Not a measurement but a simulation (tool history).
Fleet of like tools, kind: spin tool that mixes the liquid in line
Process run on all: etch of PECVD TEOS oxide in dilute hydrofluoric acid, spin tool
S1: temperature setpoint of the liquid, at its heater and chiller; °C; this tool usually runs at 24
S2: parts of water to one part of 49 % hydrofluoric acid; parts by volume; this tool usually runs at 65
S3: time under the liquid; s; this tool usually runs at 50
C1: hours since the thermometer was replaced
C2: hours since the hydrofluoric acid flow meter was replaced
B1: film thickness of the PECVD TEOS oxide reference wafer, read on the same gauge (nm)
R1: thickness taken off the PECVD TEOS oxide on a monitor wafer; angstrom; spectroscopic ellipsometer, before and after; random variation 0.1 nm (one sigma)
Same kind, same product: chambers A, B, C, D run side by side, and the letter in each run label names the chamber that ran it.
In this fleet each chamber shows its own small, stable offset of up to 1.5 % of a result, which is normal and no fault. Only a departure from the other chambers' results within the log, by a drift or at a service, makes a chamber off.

| run | hour | S1 | S2 | S3 | C1 | C2 | B1 | R1 |
|---|---|---|---|---|---|---|---|---|
|  | 7.2 | chamber C: hydrofluoric acid flow meter replaced |
| 1B | 7.2 | 24 | 65 | 50 | 386.9 | 1572.5 | 139.99 | 166.06 |
| 2D | 13.9 | 24 | 65 | 50 | 214 | 1647 | 140.01 | 161.41 |
| 3C | 21.6 | 24 | 65 | 50 | 488.9 | 14.5 | 140.03 | 163.17 |
| 4A | 26.8 | 24 | 65 | 50 | 2101.2 | 1170.8 | 140 | 162.66 |
| 5A | 31.9 | 28.5 | 65 | 50 | 2106.3 | 1175.9 | 140.02 | 192.79 |
| 6D | 36.2 | 28.5 | 65 | 50 | 236.3 | 1669.3 | 139.96 | 193.45 |
| 7B | 40.6 | 28.5 | 65 | 50 | 420.3 | 1605.9 | 140 | 197.42 |
| 8C | 47.1 | 28.5 | 65 | 50 | 514.4 | 40 | 139.98 | 195.16 |
| 9A | 50.8 | 24 | 65 | 50 | 2125.2 | 1194.8 | 139.96 | 161.64 |
|  | 55.9 | chamber A: hydrofluoric acid flow meter replaced |
| 10B | 58.5 | 24 | 65 | 50 | 438.2 | 1623.8 | 139.99 | 165.15 |
| 11D | 63.3 | 24 | 65 | 50 | 263.4 | 1696.4 | 139.99 | 163.43 |
| 12C | 69.2 | 24 | 65 | 50 | 536.5 | 62.1 | 140.02 | 162.91 |
| 13A | 74.5 | 27 | 50 | 50 | 2148.9 | 18.6 | 140 | 243.72 |
| 14D | 79.9 | 27 | 50 | 50 | 280 | 1713 | 140 | 244.01 |
| 15C | 86.9 | 27 | 50 | 50 | 554.2 | 79.8 | 140.02 | 243.71 |
| 16B | 93.8 | 27 | 50 | 50 | 473.5 | 1659.1 | 140 | 246.08 |
| 17C | 102 | 24 | 65 | 30 | 569.3 | 94.9 | 139.94 | 96.616 |
| 18A | 107.5 | 24 | 65 | 30 | 2181.9 | 51.6 | 140.02 | 96.705 |
| 19D | 113.8 | 24 | 65 | 30 | 313.9 | 1746.9 | 140 | 97.033 |
| 20B | 121.4 | 24 | 65 | 30 | 501.1 | 1686.7 | 140.03 | 99.667 |
| 21A | 126.1 | 24 | 65 | 50 | 2200.5 | 70.2 | 140.01 | 160.4 |
| 22D | 133.7 | 24 | 65 | 50 | 333.8 | 1766.8 | 140.06 | 161.96 |
|  | 140.2 | chamber D: hydrofluoric acid flow meter replaced |
| 23B | 141.1 | 24 | 65 | 50 | 520.8 | 1706.4 | 139.98 | 166.11 |
| 24C | 149 | 24 | 65 | 50 | 616.3 | 141.9 | 140.02 | 156.59 |
| 25C | 156.9 | 21 | 65 | 70 | 624.2 | 149.8 | 140.01 | 193.59 |
| 26B | 165.2 | 21 | 65 | 70 | 544.9 | 1730.5 | 139.96 | 203.28 |
| 27A | 171.8 | 21 | 65 | 70 | 2246.2 | 115.9 | 140.03 | 199.32 |
| 28D | 177 | 21 | 65 | 70 | 377.1 | 36.9 | 139.99 | 199.24 |
| 29D | 183.6 | 26 | 65 | 35 | 383.7 | 43.5 | 139.99 | 122.1 |
| 30B | 188 | 26 | 65 | 35 | 567.7 | 1753.3 | 140 | 125.2 |
| 31A | 192.6 | 26 | 65 | 35 | 2267 | 136.7 | 140.01 | 122.91 |
| 32C | 199 | 26 | 65 | 35 | 666.3 | 191.9 | 139.99 | 114.87 |
| 33C | 206.3 | 24 | 65 | 50 | 673.6 | 199.2 | 139.99 | 153.34 |

Has any chamber moved away from the others, gradually or after a service, or does the common gauge drift, or do the chambers differ only by their own small steady offsets? State the chamber and the most likely cause if one applies.

Little by little, chamber C moves away from the other chambers.
Cause: liquid colder than its thermometer reads (K) = 1.79.
With only this log, it may be confused with: hydrofluoric acid flow below the setpoint (%).

Here are 4 candidates for chamber C's next run, each the usual settings with a change, their results left as question marks. Which one brings its results back in line with what the others give on the usual settings?
In line here means within this much of the mean the other chambers give on the usual settings: R1 3.6 angstrom
| 34C-1 | 212.3 | 24.5 | 65 | 50 |  |  |  | ? |
| 34C-2 | 212.3 | 23.5 | 65 | 50 |  |  |  | ? |
| 34C-3 | 212.3 | 22.5 | 65 | 50 |  |  |  | ? |
| 34C-4 | 212.3 | 25.5 | 65 | 50 |  |  |  | ? |

The other chambers' mean on the usual settings: R1 162.9 angstrom
| run | R1 |
|---|---|
| 34C-1 | 155.16 |
| 34C-2 | 148.94 |
| 34C-3 | 142.93 |
| 34C-4 | 161.57 |
34C-4 brings the chamber back in line.
